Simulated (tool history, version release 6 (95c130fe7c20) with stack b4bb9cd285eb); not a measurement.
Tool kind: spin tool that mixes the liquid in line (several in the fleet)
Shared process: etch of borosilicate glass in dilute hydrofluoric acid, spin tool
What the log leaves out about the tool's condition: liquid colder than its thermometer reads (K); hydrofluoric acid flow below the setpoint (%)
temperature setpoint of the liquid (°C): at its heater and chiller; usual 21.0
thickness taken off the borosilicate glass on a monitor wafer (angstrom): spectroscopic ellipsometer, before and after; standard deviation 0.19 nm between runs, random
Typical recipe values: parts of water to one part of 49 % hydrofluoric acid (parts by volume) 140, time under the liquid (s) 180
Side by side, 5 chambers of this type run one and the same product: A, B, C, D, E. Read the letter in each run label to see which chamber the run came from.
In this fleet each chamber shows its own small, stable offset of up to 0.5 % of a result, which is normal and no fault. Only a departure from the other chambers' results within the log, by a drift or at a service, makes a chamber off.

| run | day | temperature setpoint of the liquid (°C) | parts of water to one part of 49 % hydrofluoric acid (parts by volume) | time under the liquid (s) | hours since the thermometer was replaced | hours since the hydrofluoric acid flow meter was replaced | read-back film thickness of the borosilicate glass reference wafer, read on the same gauge (nm) | thickness taken off the borosilicate glass on a monitor wafer (angstrom) |
|---|---|---|---|---|---|---|---|---|
|  | 0.300 | chamber C: hydrofluoric acid flow meter replaced |
| 1B | 0.346 | 21.0 | 140 | 180 | 206.2 | 1400.3 | 139.99 | 206.64 |
| 2D | 0.575 | 21.0 | 140 | 180 | 687.3 | 582.6 | 140.01 | 213.04 |
| 3C | 0.921 | 21.0 | 140 | 180 | 2212.5 | 15.0 | 140.02 | 208.76 |
| 4E | 1.258 | 21.0 | 140 | 180 | 174.3 | 888.6 | 139.99 | 211.17 |
| 5A | 1.592 | 21.0 | 140 | 180 | 359.2 | 1555.1 | 140.02 | 207.80 |
| 6A | 1.792 | 21.0 | 140 | 180 | 364.0 | 1559.9 | 140.02 | 204.59 |
| 7B | 2.000 | 21.0 | 140 | 180 | 245.9 | 1440.0 | 139.99 | 206.38 |
| 8C | 2.212 | 21.0 | 140 | 180 | 2243.5 | 46.0 | 139.99 | 206.60 |
|  | 2.254 | chamber C: thermometer replaced |
| 9E | 2.442 | 21.0 | 140 | 180 | 202.7 | 917.0 | 139.97 | 211.02 |
| 10D | 2.688 | 21.0 | 140 | 180 | 738.0 | 633.3 | 139.99 | 208.07 |
| 11A | 2.946 | 21.0 | 140 | 180 | 391.7 | 1587.6 | 140.02 | 207.46 |
| 12C | 3.121 | 21.0 | 140 | 180 | 20.9 | 67.8 | 140.00 | 208.24 |
| 13E | 3.396 | 21.0 | 140 | 180 | 225.6 | 939.9 | 139.97 | 205.28 |
| 14D | 3.617 | 21.0 | 140 | 180 | 760.3 | 655.6 | 140.01 | 208.24 |
| 15B | 3.879 | 21.0 | 140 | 180 | 291.0 | 1485.1 | 140.02 | 206.79 |
| 16D | 4.233 | 21.0 | 140 | 180 | 775.1 | 670.4 | 140.01 | 207.47 |
| 17E | 4.433 | 21.0 | 140 | 180 | 250.5 | 964.8 | 139.96 | 213.59 |
| 18B | 4.675 | 21.0 | 140 | 180 | 310.1 | 1504.2 | 140.02 | 208.39 |
| 19A | 4.946 | 21.0 | 140 | 180 | 439.7 | 1635.6 | 140.00 | 207.86 |
| 20C | 5.238 | 21.0 | 140 | 180 | 71.7 | 118.6 | 140.01 | 208.08 |
| 21C | 5.479 | 21.0 | 100 | 180 | 77.5 | 124.4 | 139.99 | 301.92 |
| 22E | 5.771 | 21.0 | 100 | 180 | 282.6 | 996.9 | 140.01 | 309.00 |
| 23A | 5.929 | 21.0 | 100 | 180 | 463.3 | 1659.2 | 140.01 | 304.65 |
| 24B | 6.108 | 21.0 | 100 | 180 | 344.5 | 1538.6 | 139.99 | 304.13 |
| 25D | 6.446 | 21.0 | 100 | 180 | 828.2 | 723.5 | 140.01 | 312.60 |
| 26E | 6.654 | 21.0 | 140 | 180 | 303.8 | 1018.1 | 140.01 | 209.08 |
| 27C | 6.825 | 21.0 | 140 | 180 | 109.8 | 156.7 | 139.98 | 207.92 |
| 28D | 7.033 | 21.0 | 105 | 275 | 842.3 | 737.6 | 139.99 | 446.22 |
| 29B | 7.275 | 21.0 | 105 | 275 | 372.5 | 1566.6 | 140.00 | 441.42 |
| 30A | 7.442 | 21.0 | 105 | 275 | 499.6 | 1695.5 | 140.02 | 444.73 |
| 31A | 7.612 | 21.0 | 105 | 275 | 503.7 | 1699.6 | 140.02 | 441.97 |
| 32C | 7.867 | 21.0 | 105 | 275 | 134.8 | 181.7 | 139.98 | 440.73 |
| 33B | 8.062 | 21.0 | 140 | 180 | 391.4 | 1585.5 | 140.01 | 207.46 |
| 34E | 8.258 | 21.0 | 140 | 180 | 342.3 | 1056.6 | 139.99 | 209.58 |
| 35D | 8.467 | 21.0 | 140 | 180 | 876.7 | 772.0 | 140.04 | 210.47 |
| 36D | 8.808 | 21.0 | 140 | 180 | 884.9 | 780.2 | 140.02 | 207.98 |
| 37A | 9.029 | 18.5 | 140 | 230 | 537.7 | 1733.6 | 140.01 | 239.95 |

All 5 chambers run these settings next. Forecast each chamber's results:
| 38A | 9.292 | 21.0 | 185 | 180 |  |  |  | ? |
| 38B | 9.292 | 21.0 | 185 | 180 |  |  |  | ? |
| 38C | 9.292 | 21.0 | 185 | 180 |  |  |  | ? |
| 38D | 9.292 | 21.0 | 185 | 180 |  |  |  | ? |
| 38E | 9.292 | 21.0 | 185 | 180 |  |  |  | ? |

| run | thickness taken off the borosilicate glass on a monitor wafer (angstrom) |
|---|---|
| 38A | 148.82 |
| 38B | 149.98 |
| 38C | 151.10 |
| 38D | 151.86 |
| 38E | 151.77 |
